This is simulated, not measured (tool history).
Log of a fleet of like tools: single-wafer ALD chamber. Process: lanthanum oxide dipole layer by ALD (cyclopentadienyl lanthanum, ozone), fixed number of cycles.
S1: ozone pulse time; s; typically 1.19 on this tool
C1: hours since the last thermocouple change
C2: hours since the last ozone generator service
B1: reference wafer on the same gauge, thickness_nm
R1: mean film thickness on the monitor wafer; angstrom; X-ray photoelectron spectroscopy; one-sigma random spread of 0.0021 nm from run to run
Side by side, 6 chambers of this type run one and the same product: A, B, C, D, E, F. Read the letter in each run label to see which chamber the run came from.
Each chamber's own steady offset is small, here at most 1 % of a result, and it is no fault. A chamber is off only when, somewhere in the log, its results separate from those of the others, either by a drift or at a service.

run     day    S1      C1      C2       B1      R1
 1B   0.304  1.19   434.2   324.0  0.42848  5.2601
 2F   0.867  1.19  1645.2   453.6  0.42890  5.2244
 3E   1.208  1.19   479.5   373.0  0.42882  5.2257
 4A   1.683  1.19  1158.2    79.3  0.42933  5.2294
 5D   2.292  1.19  2030.6  1596.6  0.42889  5.2788
 6C   2.812  1.19  1902.5   606.8  0.42916  5.2020
 7D   3.271  1.19  2054.1  1620.1  0.42902  5.2708
 8E   3.638  1.19   537.8   431.3  0.42941  5.2377
 9F   3.954  1.19  1719.3   527.7  0.42931  5.1849
10B   4.442  1.19   533.5   423.3  0.42947  5.2728
11A   4.888  1.04  1235.1   156.2  0.42872  5.0454
12C   5.275  1.04  1961.6   665.9  0.42910  5.0175
13A   5.688  1.04  1254.3   175.4  0.42892  5.0488
      6.146  -- chamber F: thermocouple changed; heater temperature recalibrated
14C   6.171  1.04  1983.1   687.4  0.42887  4.9638
15D   6.783  1.04  2138.4  1704.4  0.42865  5.0941
16E   7.221  1.04   623.8   517.3  0.42919  4.9913
17F   7.779  1.19    39.3   619.5  0.42919  5.2621
18B   8.400  1.19   628.5   518.3  0.42930  5.2289
19D   8.742  0.83  2185.4  1751.4  0.42893  4.6910
20F   9.196  0.83    73.3   653.5  0.42911  4.6334
21A   9.525  0.83  1346.4   267.5  0.42881  4.6568
      9.788  -- chamber F: ozone generator serviced
22C   9.958  0.83  2074.0   778.3  0.42866  4.6071
23E  10.429  0.83   700.8   594.3  0.42847  4.5837
24B  10.850  0.83   687.3   577.1  0.42898  4.6924
25E  11.233  0.84   720.1   613.6  0.42890  4.5969
26C  11.642  0.84  2114.4   818.7  0.42877  4.6577
27A  12.146  0.84  1409.3   330.4  0.42917  4.6641
28F  12.750  0.84   158.6    71.1  0.42845  4.6732
     13.096  -- chamber C: ozone generator serviced
29B  13.100  0.84   741.3   631.1  0.42930  4.6945
     13.246  -- chamber D: ozone generator serviced
30D  13.508  0.84  2299.8     6.4  0.42922  4.7240
     13.800  -- chamber D: thermocouple changed; heater temperature recalibrated
31D  13.975  1.19     4.2    17.6  0.42866  5.2659
32C  14.329  1.19  2178.9    29.6  0.42896  5.2294
33B  14.800  0.88   782.1   671.9  0.42915  4.7940
34E  15.125  0.88   813.5   707.0  0.42935  4.6156
35A  15.471  0.88  1489.1   410.2  0.42919  4.7775
     15.842  -- chamber C: thermocouple changed; heater temperature recalibrated
36F  15.904  0.88   234.3   146.8  0.42873  4.7592
37B  16.358  0.88   819.5   709.3  0.42897  4.8003
38A  16.888  0.88  1523.1   444.2  0.42922  4.7309
39F  17.454  1.19   271.5   184.0  0.42898  5.2208
40C  18.000  1.58    51.8   117.7  0.42924  5.5138
41D  18.362  1.58   109.5   122.9  0.42880  5.5354
42E  18.829  1.58   902.4   795.9  0.42935  5.3711

Decide between three cases: one chamber stands off from its peers, the gauge reading all wafers drifts, or nothing is wrong past each chamber's small offset. Where a chamber is off, say which and what most likely put it there.

Little by little, chamber E moves away from the other chambers.
Likeliest cause: ozone dose below that of a generator just serviced (%) = 11.8.

Here are 4 candidates for chamber E's next run, each the usual settings with a change, their results left as question marks. Which one brings its results back in line with what the others give on the usual settings?
In line here means within this much of the mean the other chambers give on the usual settings: R1 0.0720 angstrom
43E-1  19.279  1.24               ?
43E-2  19.279  1.06               ?
43E-3  19.279  1.14               ?
43E-4  19.279  1.34               ?

The mean the other chambers reach with the usual settings: R1 5.2371 angstrom
  run      R1
43E-1  5.0988
43E-2  4.8579
43E-3  4.9744
43E-4  5.2031
The answer is 43E-4, which returns the chamber to within the allowed miss of the others.

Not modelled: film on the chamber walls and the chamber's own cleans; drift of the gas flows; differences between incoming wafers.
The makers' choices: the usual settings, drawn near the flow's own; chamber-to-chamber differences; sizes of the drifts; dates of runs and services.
